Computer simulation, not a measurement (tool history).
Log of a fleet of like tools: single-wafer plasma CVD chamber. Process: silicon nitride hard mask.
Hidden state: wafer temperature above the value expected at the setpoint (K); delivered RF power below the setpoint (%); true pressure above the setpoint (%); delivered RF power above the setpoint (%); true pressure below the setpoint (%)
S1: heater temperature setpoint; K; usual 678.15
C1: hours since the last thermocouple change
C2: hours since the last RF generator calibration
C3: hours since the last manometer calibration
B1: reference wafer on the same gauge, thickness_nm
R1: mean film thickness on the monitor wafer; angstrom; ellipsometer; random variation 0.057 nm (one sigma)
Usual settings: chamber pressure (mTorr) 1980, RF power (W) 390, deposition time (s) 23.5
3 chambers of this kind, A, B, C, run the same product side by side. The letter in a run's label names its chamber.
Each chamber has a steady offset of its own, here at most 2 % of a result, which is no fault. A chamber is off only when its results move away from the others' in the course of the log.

Run 1B, day 0.579: usual settings; C1 958.4; C2 995.6; C3 465.2; B1 29.789. Result: R1 340.58 angstrom.
Run 2A, day 0.942: usual settings; C1 776.3; C2 729.4; C3 911.1; B1 29.78. Result: R1 337.03 angstrom.
Run 3C, day 1.346: usual settings; C1 1539.1; C2 560.8; C3 1269; B1 29.784. Result: R1 333.67 angstrom.
Run 4A, day 1.854: usual settings; C1 798.2; C2 751.3; C3 933; B1 29.769. Result: R1 336.96 angstrom.
Run 5C, day 2.179: usual settings; C1 1559.1; C2 580.8; C3 1289; B1 29.787. Result: R1 333.87 angstrom.
Run 6B, day 2.712: usual settings; C1 1009.6; C2 1046.8; C3 516.4; B1 29.761. Result: R1 339.85 angstrom.
Run 7C, day 3.025: usual settings but S1 687.15 K; C1 1579.4; C2 601.1; C3 1309.3; B1 29.76. Result: R1 332.61 angstrom.
Run 8A, day 3.483: usual settings but S1 687.15 K; C1 837.3; C2 790.4; C3 972.1; B1 29.74. Result: R1 335.93 angstrom.
Run 9B, day 3.883: usual settings but S1 687.15 K; C1 1037.7; C2 1074.9; C3 544.5; B1 29.744. Result: R1 339.13 angstrom.
Run 10C, day 4.271: usual settings; C1 1609.3; C2 631; C3 1339.2; B1 29.748. Result: R1 334.17 angstrom.
Run 11A, day 4.604: usual settings; C1 864.2; C2 817.3; C3 999; B1 29.729. Result: R1 336.53 angstrom.
Run 12B, day 5.004: usual settings but RF power (W) 355, deposition time (s) 27.5; C1 1064.6; C2 1101.8; C3 571.4; B1 29.723. Result: R1 374.88 angstrom.
Run 13C, day 5.292: usual settings but RF power (W) 355, deposition time (s) 27.5; C1 1633.8; C2 655.5; C3 1363.7; B1 29.724. Result: R1 367.55 angstrom.
Run 14B, day 5.671: usual settings but RF power (W) 355, deposition time (s) 27.5; C1 1080.6; C2 1117.8; C3 587.4; B1 29.72. Result: R1 375.22 angstrom.
Run 15A, day 6.133: usual settings; C1 900.9; C2 854; C3 1035.7; B1 29.713. Result: R1 336.58 angstrom.
Run 16C, day 6.55: usual settings but S1 673.15 K, chamber pressure (mTorr) 1560; C1 1664; C2 685.7; C3 1393.9; B1 29.702. Result: R1 312.26 angstrom.
Run 17B, day 7.05: usual settings but S1 673.15 K, chamber pressure (mTorr) 1560; C1 1113.7; C2 1150.9; C3 620.5; B1 29.68. Result: R1 317.62 angstrom.
Run 18A, day 7.517: usual settings but S1 673.15 K, chamber pressure (mTorr) 1560; C1 934.1; C2 887.2; C3 1068.9; B1 29.687. Result: R1 315.27 angstrom.
At day 7.712: chamber B: RF generator calibrated.
Run 19A, day 8.1: usual settings; C1 948.1; C2 901.2; C3 1082.9; B1 29.678. Result: R1 335.6 angstrom.
Run 20B, day 8.646: usual settings; C1 1152; C2 22.5; C3 658.8; B1 29.685. Result: R1 339.87 angstrom.
Run 21C, day 8.917: usual settings; C1 1720.8; C2 742.5; C3 1450.7; B1 29.661. Result: R1 332 angstrom.
Run 22B, day 9.304: usual settings; C1 1167.8; C2 38.3; C3 674.6; B1 29.661. Result: R1 338.95 angstrom.
Run 23C, day 9.708: usual settings; C1 1739.8; C2 761.5; C3 1469.7; B1 29.654. Result: R1 331.76 angstrom.
Run 24A, day 10.283: usual settings; C1 1000.5; C2 953.6; C3 1135.3; B1 29.646. Result: R1 335.01 angstrom.
Run 25B, day 10.788: usual settings; C1 1203.4; C2 73.9; C3 710.2; B1 29.647. Result: R1 338.06 angstrom.
Run 26C, day 11.304: usual settings; C1 1778.1; C2 799.8; C3 1508; B1 29.631. Result: R1 331.98 angstrom.
Run 27A, day 11.592: usual settings; C1 1031.9; C2 985; C3 1166.7; B1 29.626. Result: R1 335.52 angstrom.
Run 28C, day 12.038: usual settings; C1 1795.7; C2 817.4; C3 1525.6; B1 29.618. Result: R1 330.99 angstrom.
Run 29B, day 12.496: usual settings but chamber pressure (mTorr) 1650; C1 1244.4; C2 114.9; C3 751.2; B1 29.614. Result: R1 321.43 angstrom.
Run 30A, day 13.125: usual settings but chamber pressure (mTorr) 1650; C1 1068.7; C2 1021.8; C3 1203.5; B1 29.61. Result: R1 320.24 angstrom.
Run 31C, day 13.525: usual settings but chamber pressure (mTorr) 1650; C1 1831.4; C2 853.1; C3 1561.3; B1 29.599. Result: R1 315.06 angstrom.

Is one chamber off against the others, does the gauge drift, or is nothing wrong? If a chamber is off, say which, and what the likeliest cause is.

The gauge drifts, so all chambers seem to drift together. No chamber is off.
Cause: gauge reads low (%) = 0.693.
